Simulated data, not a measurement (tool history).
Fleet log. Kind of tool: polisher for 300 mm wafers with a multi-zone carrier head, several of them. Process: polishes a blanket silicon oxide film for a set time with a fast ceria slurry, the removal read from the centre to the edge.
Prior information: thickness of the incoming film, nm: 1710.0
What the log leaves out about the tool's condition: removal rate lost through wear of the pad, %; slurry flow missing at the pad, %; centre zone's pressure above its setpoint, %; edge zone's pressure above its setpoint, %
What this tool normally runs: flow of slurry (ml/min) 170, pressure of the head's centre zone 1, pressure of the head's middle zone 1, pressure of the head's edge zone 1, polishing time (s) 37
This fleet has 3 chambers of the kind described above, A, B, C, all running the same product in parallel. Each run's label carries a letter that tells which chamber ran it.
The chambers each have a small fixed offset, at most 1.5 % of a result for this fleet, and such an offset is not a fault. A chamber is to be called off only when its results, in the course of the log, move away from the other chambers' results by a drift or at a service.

| run | hour | flow of slurry (ml/min) | pressure of the head's centre zone | pressure of the head's middle zone | pressure of the head's edge zone | polishing time (s) | wafers polished on this pad | hours since the slurry nozzle was cleaned | hours since the centre zone pressure was calibrated | hours since the edge zone pressure was calibrated | film removed at the wafer's centre (nm) | film removed at mid-radius (nm) | film removed at the wafer's edge (nm) |
|---|---|---|---|---|---|---|---|---|---|---|---|---|---|
| 1C | 9.8 | 170 | 1 | 1 | 1 | 37 | 1165 | 256 | 790.7 | 172.3 | 701.08 | 715.91 | 704.29 |
| 2A | 21 | 170 | 1 | 1 | 1 | 37 | 205 | 47.2 | 644.1 | 392 | 702.29 | 711.58 | 708.46 |
|  | 21.7 | chamber C: worn pad replaced by a new one |
| 3B | 33.4 | 170 | 1 | 1 | 1 | 37 | 460 | 395.1 | 219.1 | 302 | 710.75 | 704.29 | 714.82 |
|  | 39.2 | chamber B: slurry nozzle cleaned |
| 4A | 42.8 | 170 | 1 | 1 | 1 | 37 | 400 | 69 | 665.9 | 413.8 | 712.32 | 706.83 | 707.19 |
| 5C | 49.1 | 170 | 1 | 1 | 1 | 37 | 244 | 295.3 | 830 | 211.6 | 702.11 | 720.5 | 694.95 |
| 6B | 55.5 | 170 | 1 | 1 | 1 | 37 | 657 | 16.4 | 241.2 | 324.1 | 698.26 | 712.84 | 712.62 |
|  | 56.1 | chamber B: worn pad replaced by a new one |
| 7A | 62 | 170 | 1 | 1.12 | 1 | 30 | 571 | 88.2 | 685.1 | 433 | 574.79 | 634.76 | 569.09 |
|  | 67.5 | chamber C: centre zone pressure recalibrated |
|  | 72.9 | chamber A: centre zone pressure recalibrated |
| 8C | 72.9 | 170 | 1 | 1.12 | 1 | 30 | 456 | 319.1 | 5.4 | 235.4 | 609.56 | 648.31 | 570.64 |
|  | 78.6 | chamber A: worn pad replaced by a new one |
| 9B | 82.8 | 170 | 1 | 1.12 | 1 | 30 | 238 | 43.7 | 268.5 | 351.4 | 567.5 | 641.23 | 575.36 |
| 10B | 89.2 | 170 | 1 | 1 | 1 | 37 | 295 | 50.1 | 274.9 | 357.8 | 704.71 | 699.63 | 708 |
| 11C | 101.1 | 170 | 1 | 1 | 1 | 37 | 707 | 347.3 | 33.6 | 263.6 | 762.61 | 715.1 | 696.06 |
|  | 101.9 | chamber B: edge zone pressure recalibrated |
| 12A | 106.8 | 170 | 1 | 1 | 1 | 37 | 252 | 133 | 34 | 477.8 | 713.81 | 708 | 725.96 |
|  | 115.7 | chamber C: slurry nozzle cleaned |
| 13C | 118 | 170 | 1 | 1 | 1 | 37 | 858 | 2.4 | 50.5 | 280.5 | 766.58 | 707.95 | 699.27 |
| 14B | 124.3 | 170 | 1 | 1 | 1 | 37 | 608 | 85.2 | 310 | 22.5 | 694.47 | 694.87 | 702.52 |
| 15A | 130.4 | 170 | 1 | 1 | 1.07 | 37 | 462 | 156.6 | 57.6 | 501.4 | 713.74 | 713.55 | 730.51 |
|  | 131.1 | chamber B: worn pad replaced by a new one |
|  | 137.3 | chamber C: worn pad replaced by a new one |
| 16A | 141.6 | 170 | 1 | 1 | 1.07 | 37 | 562 | 167.8 | 68.8 | 512.6 | 713.45 | 705.78 | 747.62 |
| 17B | 149.6 | 170 | 1 | 1 | 1.07 | 37 | 165 | 110.5 | 335.3 | 47.8 | 701.4 | 702.78 | 744.18 |
| 18C | 156 | 170 | 1 | 1 | 1 | 37 | 166 | 40.4 | 88.5 | 318.5 | 756.43 | 716.62 | 704.22 |
|  | 156.8 | chamber A: worn pad replaced by a new one |
| 19A | 166.2 | 170 | 1 | 1 | 1 | 37 | 84 | 192.4 | 93.4 | 537.2 | 705.33 | 707.21 | 715.29 |
| 20C | 178.7 | 170 | 1 | 1 | 1 | 37 | 369 | 63.1 | 111.2 | 341.2 | 761.97 | 714.73 | 681.17 |
| 21B | 190.1 | 170 | 1 | 1 | 1 | 37 | 526 | 151 | 375.8 | 88.3 | 700.97 | 710 | 726.82 |
| 22C | 202.8 | 170 | 1 | 1 | 1 | 37 | 583 | 87.2 | 135.3 | 365.3 | 757.47 | 710.68 | 709.69 |
|  | 203.2 | chamber A: slurry nozzle cleaned |
| 23A | 210.2 | 170 | 1 | 1 | 1 | 37 | 476 | 7.1 | 137.4 | 581.2 | 716.37 | 706.38 | 690.51 |

Decide between three cases: one chamber stands off from its peers, the gauge reading all wafers drifts, or nothing is wrong past each chamber's small offset. Where a chamber is off, say which and what most likely put it there.

A service left chamber C off against the others.
Cause: centre zone's pressure above its setpoint, % = 6.84.

Below are 4 candidate recipes for chamber C's next run, each the usual settings with a change, their results shown as question marks. Which of them brings C's results back in line with what the other chambers give on the usual settings?
Allowed miss from the other chambers' usual-settings mean, per result, to count as in line: film removed at the wafer's centre (nm) 17; film removed at mid-radius (nm) 19; film removed at the wafer's edge (nm) 30
| 24C-1 | 219.5 | 170 | 1.03 | 1 | 0.99 | 37 |  |  |  |  | ? | ? | ? |
| 24C-2 | 219.5 | 170 | 0.97 | 1 | 1.01 | 37 |  |  |  |  | ? | ? | ? |
| 24C-3 | 219.5 | 175 | 1.06 | 1 | 0.97 | 37 |  |  |  |  | ? | ? | ? |
| 24C-4 | 219.5 | 165 | 0.94 | 1 | 1.03 | 37 |  |  |  |  | ? | ? | ? |

Other chambers, usual settings, mean: film removed at the wafer's centre (nm) 705.87; film removed at mid-radius (nm) 705; film removed at the wafer's edge (nm) 708.62
| run | film removed at the wafer's centre (nm) | film removed at mid-radius (nm) | film removed at the wafer's edge (nm) |
|---|---|---|---|
| 24C-1 | 784.39 | 713.24 | 696.38 |
| 24C-2 | 734.68 | 713.48 | 703.71 |
| 24C-3 | 813.65 | 716.6 | 691.5 |
| 24C-4 | 705.75 | 709.93 | 708.36 |
24C-4 brings the chamber back in line.
